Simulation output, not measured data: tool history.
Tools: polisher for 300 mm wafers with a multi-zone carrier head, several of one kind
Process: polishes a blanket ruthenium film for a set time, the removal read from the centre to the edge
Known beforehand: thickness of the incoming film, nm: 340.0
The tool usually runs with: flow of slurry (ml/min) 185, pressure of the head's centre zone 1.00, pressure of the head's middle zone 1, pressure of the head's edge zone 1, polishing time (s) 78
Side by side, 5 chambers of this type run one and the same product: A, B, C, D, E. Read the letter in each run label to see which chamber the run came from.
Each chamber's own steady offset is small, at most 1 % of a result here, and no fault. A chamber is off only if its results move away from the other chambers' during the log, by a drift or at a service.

| run | day | flow of slurry (ml/min) | pressure of the head's centre zone | pressure of the head's middle zone | pressure of the head's edge zone | polishing time (s) | wafers polished on this pad | hours since the slurry nozzle was cleaned | hours since the centre zone pressure was calibrated | hours since the edge zone pressure was calibrated | film removed at the wafer's centre (Å) | film removed at mid-radius (Å) | film removed at the wafer's edge (Å) |
|---|---|---|---|---|---|---|---|---|---|---|---|---|---|
| 1D | 0.375 | 185 | 1.00 | 1 | 1 | 78 | 690 | 520.6 | 963.1 | 59.3 | 750.43 | 757.32 | 758.79 |
|  | 0.400 | chamber E: worn pad replaced by a new one |
| 2E | 0.842 | 185 | 1.00 | 1 | 1 | 78 | 97 | 178.7 | 397.3 | 316.4 | 760.14 | 760.90 | 743.30 |
| 3C | 1.129 | 185 | 1.00 | 1 | 1 | 78 | 525 | 235.7 | 423.2 | 548.2 | 734.57 | 752.75 | 749.46 |
| 4A | 1.508 | 185 | 1.00 | 1 | 1 | 78 | 403 | 55.9 | 933.1 | 798.1 | 738.84 | 753.94 | 763.90 |
|  | 1.662 | chamber D: slurry nozzle cleaned |
| 5B | 1.812 | 185 | 1.00 | 1 | 1 | 78 | 515 | 303.6 | 237.9 | 341.1 | 738.23 | 752.07 | 762.83 |
| 6A | 2.238 | 185 | 1.00 | 1 | 1 | 78 | 564 | 73.4 | 950.6 | 815.6 | 758.55 | 751.07 | 754.78 |
| 7C | 2.683 | 185 | 1.00 | 1 | 1 | 78 | 868 | 273.0 | 460.5 | 585.5 | 746.99 | 765.78 | 749.62 |
| 8D | 2.929 | 185 | 1.00 | 1 | 1 | 78 | 1254 | 30.5 | 1024.4 | 120.6 | 752.95 | 763.43 | 748.32 |
| 9E | 3.154 | 185 | 1.00 | 1 | 1 | 78 | 608 | 234.2 | 452.8 | 371.9 | 763.38 | 764.95 | 750.87 |
|  | 3.433 | chamber D: centre zone pressure recalibrated |
| 10B | 3.508 | 185 | 1.00 | 1 | 1 | 78 | 889 | 344.3 | 278.6 | 381.8 | 768.58 | 752.25 | 763.68 |
| 11C | 3.921 | 185 | 1.00 | 1 | 1 | 78 | 1142 | 302.7 | 490.2 | 615.2 | 744.11 | 747.01 | 759.83 |
| 12B | 4.150 | 185 | 1.00 | 1 | 1 | 78 | 1031 | 359.7 | 294.0 | 397.2 | 748.04 | 754.67 | 746.88 |
|  | 4.179 | chamber D: worn pad replaced by a new one |
|  | 4.400 | chamber A: worn pad replaced by a new one |
| 13E | 4.425 | 185 | 1.00 | 1 | 1 | 78 | 888 | 264.7 | 483.3 | 402.4 | 746.27 | 746.24 | 754.96 |
|  | 4.512 | chamber B: centre zone pressure recalibrated |
| 14D | 4.842 | 185 | 1.00 | 1 | 1 | 78 | 146 | 76.4 | 33.9 | 166.5 | 739.22 | 754.30 | 750.23 |
|  | 4.858 | chamber C: worn pad replaced by a new one |
|  | 4.867 | chamber B: worn pad replaced by a new one |
|  | 5.100 | chamber E: worn pad replaced by a new one |
| 15A | 5.188 | 185 | 1.00 | 1 | 1 | 78 | 174 | 144.2 | 1021.4 | 886.4 | 747.81 | 765.22 | 748.39 |
| 16A | 5.467 | 185 | 1.00 | 1 | 1 | 78 | 235 | 150.9 | 1028.1 | 893.1 | 750.46 | 767.44 | 744.31 |
| 17D | 5.704 | 185 | 1.00 | 1 | 1 | 54 | 337 | 97.1 | 54.6 | 187.2 | 520.34 | 520.08 | 518.95 |
| 18C | 6.050 | 185 | 1.00 | 1 | 1 | 54 | 263 | 353.8 | 541.3 | 666.3 | 524.98 | 531.95 | 520.55 |
| 19E | 6.296 | 185 | 1.00 | 1 | 1 | 54 | 263 | 309.6 | 528.2 | 447.3 | 525.64 | 515.62 | 526.16 |
| 20B | 6.725 | 185 | 1.00 | 1 | 1 | 54 | 410 | 421.5 | 53.2 | 459.0 | 518.53 | 518.53 | 520.59 |
| 21D | 7.025 | 185 | 1.00 | 1 | 1 | 54 | 628 | 128.8 | 86.3 | 218.9 | 504.73 | 523.26 | 513.87 |
| 22A | 7.275 | 185 | 1.00 | 1 | 1 | 78 | 634 | 194.3 | 1071.5 | 936.5 | 743.61 | 749.17 | 739.53 |
| 23B | 7.650 | 185 | 1.00 | 1 | 1 | 78 | 615 | 443.7 | 75.4 | 481.2 | 726.75 | 753.88 | 752.05 |
| 24C | 8.121 | 185 | 1.00 | 1 | 1 | 78 | 720 | 403.5 | 591.0 | 716.0 | 760.67 | 760.88 | 739.78 |
|  | 8.304 | chamber B: slurry nozzle cleaned |
| 25E | 8.517 | 155 | 0.88 | 1 | 1 | 78 | 754 | 362.9 | 581.5 | 500.6 | 634.60 | 739.01 | 734.77 |
| 26E | 8.950 | 155 | 0.88 | 1 | 1 | 78 | 849 | 373.3 | 591.9 | 511.0 | 647.42 | 722.31 | 744.43 |
|  | 9.075 | chamber A: edge zone pressure recalibrated |
|  | 9.200 | chamber A: slurry nozzle cleaned |
| 27D | 9.204 | 155 | 0.88 | 1 | 1 | 78 | 1109 | 181.1 | 138.6 | 271.2 | 637.54 | 734.30 | 739.05 |
|  | 9.300 | chamber E: worn pad replaced by a new one |
| 28C | 9.475 | 155 | 0.88 | 1 | 1 | 78 | 1019 | 436.0 | 623.5 | 748.5 | 635.44 | 724.05 | 728.93 |
|  | 9.812 | chamber A: worn pad replaced by a new one |
| 29A | 9.904 | 155 | 0.88 | 1 | 1 | 78 | 21 | 16.9 | 1134.6 | 19.9 | 639.27 | 747.23 | 705.91 |
| 30B | 10.338 | 185 | 1.00 | 1 | 1 | 78 | 1208 | 48.9 | 139.9 | 545.7 | 756.10 | 750.60 | 748.73 |
| 31C | 10.617 | 185 | 1.00 | 1 | 1 | 78 | 1271 | 463.4 | 650.9 | 775.9 | 757.46 | 751.32 | 743.02 |
|  | 10.783 | chamber D: worn pad replaced by a new one |
| 32B | 10.817 | 185 | 1.00 | 1 | 1 | 78 | 1314 | 60.4 | 151.4 | 557.2 | 737.51 | 737.27 | 736.52 |
| 33E | 11.150 | 185 | 1.00 | 1 | 1 | 78 | 408 | 426.1 | 644.7 | 563.8 | 757.23 | 764.47 | 754.73 |
|  | 11.358 | chamber C: worn pad replaced by a new one |
| 34D | 11.504 | 185 | 1.00 | 1 | 1 | 78 | 159 | 236.3 | 193.8 | 326.4 | 757.16 | 761.47 | 769.52 |
|  | 11.592 | chamber B: worn pad replaced by a new one |
| 35A | 11.829 | 185 | 1.00 | 1 | 1 | 78 | 446 | 63.1 | 1180.8 | 66.1 | 730.96 | 760.51 | 749.85 |
| 36B | 12.033 | 185 | 1.00 | 1 | 1 | 78 | 98 | 89.6 | 180.6 | 586.4 | 743.49 | 741.28 | 760.37 |
| 37A | 12.346 | 185 | 1.00 | 1 | 1 | 78 | 560 | 75.5 | 1193.2 | 78.5 | 744.98 | 760.42 | 749.76 |
| 38C | 12.642 | 185 | 1.00 | 1 | 1 | 78 | 284 | 512.0 | 699.5 | 824.5 | 763.66 | 759.48 | 721.07 |

Read the log: is a single chamber off, either drifting away or since a service, is the gauge that measures every chamber drifting, or is nothing wrong beyond small per-chamber offsets? Name any odd chamber and what most likely caused it.

Beyond each chamber's small constant offset nothing stands out, and the gauge stays steady.
